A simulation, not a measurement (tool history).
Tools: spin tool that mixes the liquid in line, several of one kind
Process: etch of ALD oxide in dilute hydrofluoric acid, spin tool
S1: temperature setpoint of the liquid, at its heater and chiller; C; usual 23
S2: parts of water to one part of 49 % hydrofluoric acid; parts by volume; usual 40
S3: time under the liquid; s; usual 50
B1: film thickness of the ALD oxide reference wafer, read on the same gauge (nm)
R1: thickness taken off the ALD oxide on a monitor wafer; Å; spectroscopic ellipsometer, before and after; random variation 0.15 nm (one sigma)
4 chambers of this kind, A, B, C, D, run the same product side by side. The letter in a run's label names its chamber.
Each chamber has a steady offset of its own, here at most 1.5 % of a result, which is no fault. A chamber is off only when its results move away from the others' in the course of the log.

run	hour	S1	S2	S3	B1	R1
1B	5.8	23	40	50	39.985	423.38
2A	11.4	23	40	50	39.991	424.98
3D	16.2	23	40	50	40.022	412.54
4C	21.3	23	40	50	40.002	422.8
5A	26.1	23	40	50	39.978	424
6C	33.3	23	40	50	39.973	421.45
7D	38.3	23	40	50	39.978	416.47
8B	44.4	23	40	50	39.985	425.12
# hour 47.6: chamber A: thermometer replaced
9A	53	23	40	50	39.984	425.53
10C	59.7	23	40	50	40.028	420.35
11B	69.2	23	40	50	40.017	426.2
12D	74.9	23	40	50	39.995	413.22
13C	82	23	40	50	40.008	421.52
14D	90.3	23	40	50	39.983	415.72
15A	99.2	23	40	50	39.996	425.78
16B	104.1	23	40	50	40.047	425.49
17B	112.7	23	40	50	40.005	424.75
18A	117.7	23	40	50	39.986	425.23
19C	123.5	23	55	50	39.989	301.69
20D	129.2	23	55	50	39.991	295.52
21A	134.7	23	55	50	39.993	303.4
# hour 136.5: chamber B: thermometer replaced
22B	141.1	23	55	50	40.018	304.08
23D	148.2	23	40	50	39.99	414.44
24C	156.7	23	40	50	39.972	422.37
25B	166.2	23	40	50	40.011	425.95
26A	175	23	40	50	39.999	425.02
27D	182.2	26	25	50	39.999	770.65
28C	191.1	26	25	50	40.023	772.53
29D	200.1	26	25	50	40.014	770.17
30C	208.5	26	25	50	40.002	775.8
31A	216.8	23	40	50	39.982	426.19
32B	222.3	23	40	50	39.978	426.54
33C	229.3	23	40	50	40.066	422.04
34D	235.6	23	40	50	39.983	413.2
35A	240.1	23	40	50	39.991	423.59
36B	245.9	23	40	50	39.987	424.59
37D	252.5	23	40	50	40.001	418.07
38C	259	23	40	50	39.983	420.95
39B	267.7	23	40	50	39.967	424.35
40A	274.2	23	40	50	39.992	427.42
# hour 277.2: chamber A: hydrofluoric acid flow meter replaced
41C	278.4	23	40	50	39.983	421.63
42A	287.9	23	40	50	40.056	423.88
43D	294.7	23	40	50	40.016	415.54

What goes on in this fleet: one chamber off, a drifting gauge, or nothing beyond the chambers' own small offsets? Name the chamber and the cause, if any.

No chamber stands off beyond its own small offset, and the gauge holds steady.
